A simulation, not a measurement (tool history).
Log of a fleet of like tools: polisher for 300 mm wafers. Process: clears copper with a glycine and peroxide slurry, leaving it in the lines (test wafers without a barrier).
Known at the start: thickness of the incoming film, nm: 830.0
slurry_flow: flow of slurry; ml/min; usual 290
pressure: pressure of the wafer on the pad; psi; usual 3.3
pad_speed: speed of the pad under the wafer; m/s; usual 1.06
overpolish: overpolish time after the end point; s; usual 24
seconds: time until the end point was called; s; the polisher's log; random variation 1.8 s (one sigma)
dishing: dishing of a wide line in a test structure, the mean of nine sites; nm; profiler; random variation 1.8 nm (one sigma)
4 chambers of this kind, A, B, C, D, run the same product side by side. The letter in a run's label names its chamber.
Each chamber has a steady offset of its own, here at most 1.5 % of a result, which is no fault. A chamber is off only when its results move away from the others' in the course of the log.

Run 1A, hour 8.6: usual settings. Result: seconds 103.040 s, dishing 106.19 nm.
Run 2B, hour 13.2: usual settings. Result: seconds 102.520 s, dishing 105.74 nm.
At hour 17.0: chamber D: worn pad replaced by a new one.
Run 3C, hour 18.4: usual settings. Result: seconds 103.510 s, dishing 104.58 nm.
At hour 21.8: chamber D: head pressure recalibrated.
At hour 23.8: chamber B: slurry nozzle cleaned.
Run 4D, hour 24.3: usual settings. Result: seconds 102.900 s, dishing 106.38 nm.
At hour 28.1: chamber A: worn pad replaced by a new one.
Run 5B, hour 30.4: usual settings. Result: seconds 100.200 s, dishing 103.08 nm.
Run 6C, hour 34.5: usual settings. Result: seconds 103.980 s, dishing 105.19 nm.
At hour 37.1: chamber C: worn pad replaced by a new one.
Run 7A, hour 42.1: usual settings. Result: seconds 107.010 s, dishing 105.46 nm.
Run 8D, hour 50.0: usual settings. Result: seconds 104.580 s, dishing 104.93 nm.
Run 9A, hour 58.5: usual settings but slurry_flow 245 ml/min, pressure 4.1 psi. Result: seconds 88.535 s, dishing 116.19 nm.
Run 10C, hour 64.3: usual settings but slurry_flow 245 ml/min, pressure 4.1 psi. Result: seconds 87.132 s, dishing 118.50 nm.
Run 11D, hour 69.0: usual settings but slurry_flow 245 ml/min, pressure 4.1 psi. Result: seconds 88.680 s, dishing 120.33 nm.
Run 12B, hour 74.1: usual settings but slurry_flow 245 ml/min, pressure 4.1 psi. Result: seconds 87.373 s, dishing 121.93 nm.
At hour 77.7: chamber B: worn pad replaced by a new one.
Run 13C, hour 82.1: usual settings. Result: seconds 103.310 s, dishing 104.03 nm.
Run 14B, hour 90.4: usual settings. Result: seconds 102.480 s, dishing 102.82 nm.
Run 15A, hour 97.8: usual settings. Result: seconds 103.260 s, dishing 103.08 nm.
At hour 100.6: chamber A: worn pad replaced by a new one.
At hour 104.8: chamber C: worn pad replaced by a new one.
Run 16D, hour 105.9: usual settings. Result: seconds 109.450 s, dishing 106.08 nm.
Run 17A, hour 113.9: usual settings. Result: seconds 105.300 s, dishing 106.78 nm.
Run 18B, hour 121.8: usual settings. Result: seconds 106.740 s, dishing 106.11 nm.
Run 19D, hour 125.7: usual settings. Result: seconds 104.830 s, dishing 105.68 nm.
At hour 128.8: chamber D: worn pad replaced by a new one.
Run 20C, hour 131.9: usual settings. Result: seconds 100.560 s, dishing 108.35 nm.
Run 21A, hour 140.0: usual settings. Result: seconds 106.890 s, dishing 103.70 nm.
Run 22D, hour 148.2: usual settings. Result: seconds 105.480 s, dishing 106.34 nm.
Run 23B, hour 152.2: usual settings. Result: seconds 105.500 s, dishing 106.15 nm.
At hour 156.2: chamber B: worn pad replaced by a new one.
Run 24C, hour 157.1: usual settings. Result: seconds 108.470 s, dishing 104.06 nm.
Run 25D, hour 164.2: usual settings. Result: seconds 106.660 s, dishing 103.90 nm.
Run 26B, hour 173.0: usual settings but slurry_flow 200 ml/min, pad_speed 1.36 m/s. Result: seconds 86.972 s, dishing 116.01 nm.
At hour 173.4: chamber A: worn pad replaced by a new one.
At hour 175.6: chamber C: worn pad replaced by a new one.
Run 27A, hour 180.2: usual settings but slurry_flow 200 ml/min, pad_speed 1.36 m/s. Result: seconds 88.624 s, dishing 118.24 nm.
Run 28C, hour 188.2: usual settings but slurry_flow 200 ml/min, pad_speed 1.36 m/s. Result: seconds 84.943 s, dishing 114.62 nm.

All 4 chambers run these settings next. Forecast each chamber's results:
Run 29A, hour 194.7: usual settings. Result: seconds ?, dishing ?.
Run 29B, hour 194.7: usual settings. Result: seconds ?, dishing ?.
Run 29C, hour 194.7: usual settings. Result: seconds ?, dishing ?.
Run 29D, hour 194.7: usual settings. Result: seconds ?, dishing ?.

run  seconds  dishing
29A  104.860   102.64
29B  104.150   102.75
29C  103.610   106.42
29D  105.510   103.06
